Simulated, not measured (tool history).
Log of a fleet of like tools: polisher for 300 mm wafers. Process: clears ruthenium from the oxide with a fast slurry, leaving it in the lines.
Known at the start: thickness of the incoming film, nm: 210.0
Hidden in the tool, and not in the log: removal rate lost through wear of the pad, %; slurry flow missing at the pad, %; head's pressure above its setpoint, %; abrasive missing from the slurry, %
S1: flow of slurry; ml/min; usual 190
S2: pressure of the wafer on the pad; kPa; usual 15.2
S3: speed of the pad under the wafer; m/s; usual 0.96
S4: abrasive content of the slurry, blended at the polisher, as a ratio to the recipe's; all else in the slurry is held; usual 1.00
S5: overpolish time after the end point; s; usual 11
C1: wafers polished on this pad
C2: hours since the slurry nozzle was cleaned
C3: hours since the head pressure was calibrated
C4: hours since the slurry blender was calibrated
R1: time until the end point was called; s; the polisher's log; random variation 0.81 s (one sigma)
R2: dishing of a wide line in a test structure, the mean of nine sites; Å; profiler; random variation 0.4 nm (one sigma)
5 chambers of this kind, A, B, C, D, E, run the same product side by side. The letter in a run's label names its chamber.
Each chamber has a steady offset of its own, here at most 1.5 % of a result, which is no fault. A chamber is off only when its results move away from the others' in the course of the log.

run	hour	S1	S2	S3	S4	S5	C1	C2	C3	C4	R1	R2
# hour 0.6: chamber B: worn pad replaced by a new one
# hour 11.4: chamber B: head pressure recalibrated
1C	15.0	190	15.2	0.96	1.00	11	1029	238.5	954.5	58.7	62.077	293.55
# hour 17.4: chamber E: slurry nozzle cleaned
2E	29.0	190	15.2	0.96	1.00	11	280	11.7	1579.4	286.4	60.698	305.55
# hour 31.6: chamber C: worn pad replaced by a new one
3B	40.3	190	15.2	0.96	1.00	11	381	342.8	29.0	134.6	61.621	300.98
# hour 41.1: chamber E: head pressure recalibrated
4D	48.4	190	15.2	0.96	1.00	11	535	320.3	476.1	520.5	62.051	300.09
# hour 52.8: chamber A: worn pad replaced by a new one
# hour 58.1: chamber D: slurry blender recalibrated
5A	59.3	190	15.2	0.96	1.00	11	62	237.5	581.7	108.0	62.763	300.91
6C	69.2	190	15.2	0.96	1.00	11	361	292.7	1008.7	112.9	63.055	290.65
7A	80.3	190	15.2	0.96	1.00	11	264	258.5	602.7	129.0	61.857	290.50
# hour 82.2: chamber D: worn pad replaced by a new one
# hour 85.4: chamber B: worn pad replaced by a new one
# hour 87.8: chamber B: slurry nozzle cleaned
8B	89.5	190	15.2	0.96	1.00	11	39	1.8	78.2	183.8	60.950	294.33
# hour 90.8: chamber A: slurry nozzle cleaned
9E	102.6	190	17.2	0.96	1.00	11	987	85.3	61.5	360.0	54.023	344.96
# hour 113.2: chamber A: head pressure recalibrated
10D	113.4	190	17.2	0.96	1.00	11	300	385.3	541.1	55.4	55.016	328.77
# hour 116.2: chamber E: worn pad replaced by a new one
# hour 117.5: chamber E: slurry blender recalibrated
# hour 119.0: chamber D: head pressure recalibrated
11E	122.5	190	17.2	0.96	1.00	11	61	105.2	81.4	5.0	53.896	335.07
# hour 130.1: chamber D: slurry nozzle cleaned
# hour 131.0: chamber C: head pressure recalibrated
# hour 134.8: chamber C: worn pad replaced by a new one
# hour 137.7: chamber A: worn pad replaced by a new one
12D	138.7	190	17.2	0.96	1.00	11	543	8.6	19.7	80.7	55.556	330.10
13A	148.3	190	17.2	0.96	1.00	11	101	57.5	35.1	197.0	54.369	330.07
# hour 152.0: chamber D: worn pad replaced by a new one
14B	160.5	190	15.2	0.96	1.00	11	721	72.8	149.2	254.8	62.164	294.99
15C	172.2	190	15.2	0.96	1.00	11	360	395.7	41.2	215.9	61.273	300.86
# hour 181.4: chamber B: worn pad replaced by a new one
16D	185.3	190	15.2	0.72	1.00	8	319	55.2	66.3	127.3	83.663	175.45
17E	201.0	190	15.2	0.72	1.00	8	815	183.7	159.9	83.5	81.212	177.10
# hour 203.3: chamber C: slurry blender recalibrated
18A	209.9	190	15.2	0.72	1.00	8	693	119.1	96.7	258.6	82.875	173.18
# hour 222.2: chamber D: worn pad replaced by a new one
# hour 223.6: chamber A: worn pad replaced by a new one
19B	226.3	190	15.2	0.72	1.00	8	431	138.6	215.0	320.6	86.117	168.34
# hour 235.9: chamber E: worn pad replaced by a new one
20C	237.2	190	15.2	0.72	1.00	8	984	460.7	106.2	33.9	82.058	173.25
# hour 238.1: chamber C: worn pad replaced by a new one
21D	249.4	190	15.2	0.96	1.00	11	261	119.3	130.4	191.4	60.349	299.58
22E	257.1	190	15.2	0.96	1.00	11	204	239.8	216.0	139.6	62.607	309.08
23B	272.8	190	15.2	0.96	1.00	11	877	185.1	261.5	367.1	63.370	285.72
24A	283.9	190	15.2	0.96	1.00	11	579	193.1	170.7	332.6	60.750	297.76
# hour 284.5: chamber B: worn pad replaced by a new one
# hour 295.3: chamber D: worn pad replaced by a new one
# hour 296.2: chamber A: worn pad replaced by a new one
25C	297.2	190	12.4	0.96	1.00	11	568	520.7	166.2	93.9	74.511	246.76
26C	309.3	190	12.4	0.96	1.00	11	684	532.8	178.3	106.0	75.531	244.33
27A	317.6	190	12.4	0.96	1.00	11	205	226.8	204.4	366.3	76.484	254.47
28D	329.9	190	12.4	0.96	1.00	11	332	199.8	210.9	271.9	74.947	253.29
29B	340.7	190	12.4	0.96	1.00	11	540	253.0	329.4	435.0	81.812	233.26
# hour 345.9: chamber E: worn pad replaced by a new one
30E	351.7	190	15.2	0.96	1.00	11	56	334.4	310.6	234.2	61.427	300.56
31C	362.0	190	15.2	0.96	0.85	8	1190	585.5	231.0	158.7	65.281	206.80
32B	371.8	190	15.2	0.96	0.85	8	838	284.1	360.5	466.1	71.850	192.88
# hour 375.3: chamber A: worn pad replaced by a new one
33A	386.8	190	15.2	0.96	0.85	8	111	296.0	273.6	435.5	67.440	213.17

All 5 chambers run these settings next. Forecast each chamber's results:
34A	398.6	190	15.2	0.96	1.00	11					?	?
34B	398.6	190	15.2	0.96	1.00	11					?	?
34C	398.6	190	15.2	0.96	1.00	11					?	?
34D	398.6	190	15.2	0.96	1.00	11					?	?
34E	398.6	190	15.2	0.96	1.00	11					?	?

run	R1	R2
34A	61.079	299.27
34B	68.359	273.47
34C	63.419	289.82
34D	62.537	302.53
34E	61.686	304.21
